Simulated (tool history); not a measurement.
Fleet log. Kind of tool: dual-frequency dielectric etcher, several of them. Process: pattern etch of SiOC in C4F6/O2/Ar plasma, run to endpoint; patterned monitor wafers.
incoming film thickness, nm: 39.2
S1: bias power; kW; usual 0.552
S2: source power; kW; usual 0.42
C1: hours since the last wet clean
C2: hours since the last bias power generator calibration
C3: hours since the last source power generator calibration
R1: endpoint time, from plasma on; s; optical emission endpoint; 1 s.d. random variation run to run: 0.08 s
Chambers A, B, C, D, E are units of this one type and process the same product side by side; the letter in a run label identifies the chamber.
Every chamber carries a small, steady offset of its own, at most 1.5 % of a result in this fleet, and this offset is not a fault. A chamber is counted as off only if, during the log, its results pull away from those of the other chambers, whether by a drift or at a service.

run,hour,S1,S2,C1,C2,C3,R1
1E,2.3,0.552,0.42,50.5,4260.1,2946.4,12.525
2A,4.5,0.552,0.42,53,2101,5344.3,12.374
3B,7.5,0.552,0.42,450.6,2406.1,462.2,12.672
4C,10.2,0.552,0.42,81.4,941.9,1462.8,12.295
5D,14.1,0.552,0.42,98.4,497,3906.4,12.604
6B,17.6,0.552,0.42,460.7,2416.2,472.3,12.588
7A,20.5,0.552,0.42,69,2117,5360.3,12.472
8C,23.4,0.552,0.42,94.6,955.1,1476,12.28
9D,26.4,0.552,0.42,110.7,509.3,3918.7,12.659
10E,29.1,0.552,0.42,77.3,4286.9,2973.2,12.505
11B,31.6,0.552,0.42,474.7,2430.2,486.3,12.505
12D,34.3,0.552,0.42,118.6,517.2,3926.6,12.604
13E,38.1,0.552,0.42,86.3,4295.9,2982.2,12.413
14A,40.6,0.552,0.42,89.1,2137.1,5380.4,12.572
15C,43,0.552,0.42,114.2,974.7,1495.6,12.206
16E,45.1,0.644,0.52,93.3,4302.9,2989.2,10.944
17B,48.8,0.644,0.52,491.9,2447.4,503.5,11.019
18A,51.7,0.644,0.52,100.2,2148.2,5391.5,10.829
19D,55.3,0.644,0.52,139.6,538.2,3947.6,11.043
20C,57.9,0.644,0.52,129.1,989.6,1510.5,10.767
21A,62.1,0.552,0.42,110.6,2158.6,5401.9,12.496
22D,65.1,0.552,0.42,149.4,548,3957.4,12.441
23B,69,0.552,0.42,512.1,2467.6,523.7,12.648
24E,73.1,0.552,0.42,121.3,4330.9,3017.2,12.367
25C,76.3,0.552,0.42,147.5,1008,1528.9,12.403
26D,80.1,0.552,0.42,164.4,563,3972.4,12.593
27A,82.6,0.552,0.42,131.1,2179.1,5422.4,12.388
28E,84.7,0.552,0.42,132.9,4342.5,3028.8,12.379
29C,86.8,0.552,0.42,158,1018.5,1539.4,12.398
30B,89.4,0.552,0.42,532.5,2488,544.1,12.622
31D,91.5,0.552,0.42,175.8,574.4,3983.8,12.603
32E,94.4,0.552,0.34,142.6,4352.2,3038.5,13.425
33B,96.5,0.552,0.34,539.6,2495.1,551.2,13.684
34C,100.3,0.552,0.34,171.5,1032,1552.9,13.304
# hour 100.4: chamber A: source power generator calibrated
35A,103.6,0.552,0.34,152.1,2200.1,3.3,13.379
36C,106.4,0.552,0.34,177.6,1038.1,1559,13.3
37E,110.3,0.552,0.42,158.5,4368.1,3054.4,12.417
38B,112.6,0.552,0.42,555.7,2511.2,567.3,12.664
39D,115.4,0.552,0.42,199.7,598.3,4007.7,12.698
40A,118.7,0.552,0.42,167.2,2215.2,18.4,12.337
41A,121.1,0.552,0.42,169.6,2217.6,20.8,12.45
42C,123.1,0.495,0.5,194.3,1054.8,1575.7,12.004
43D,125.7,0.495,0.5,210,608.6,4018,12.372
44B,127.9,0.495,0.5,571,2526.5,582.6,12.146

All 5 chambers run these settings next. Forecast each chamber's results:
45A,131,0.552,0.35,,,,?
45B,131,0.552,0.35,,,,?
45C,131,0.552,0.35,,,,?
45D,131,0.552,0.35,,,,?
45E,131,0.552,0.35,,,,?

run,R1
45A,13.372
45B,13.485
45C,13.234
45D,13.48
45E,13.193
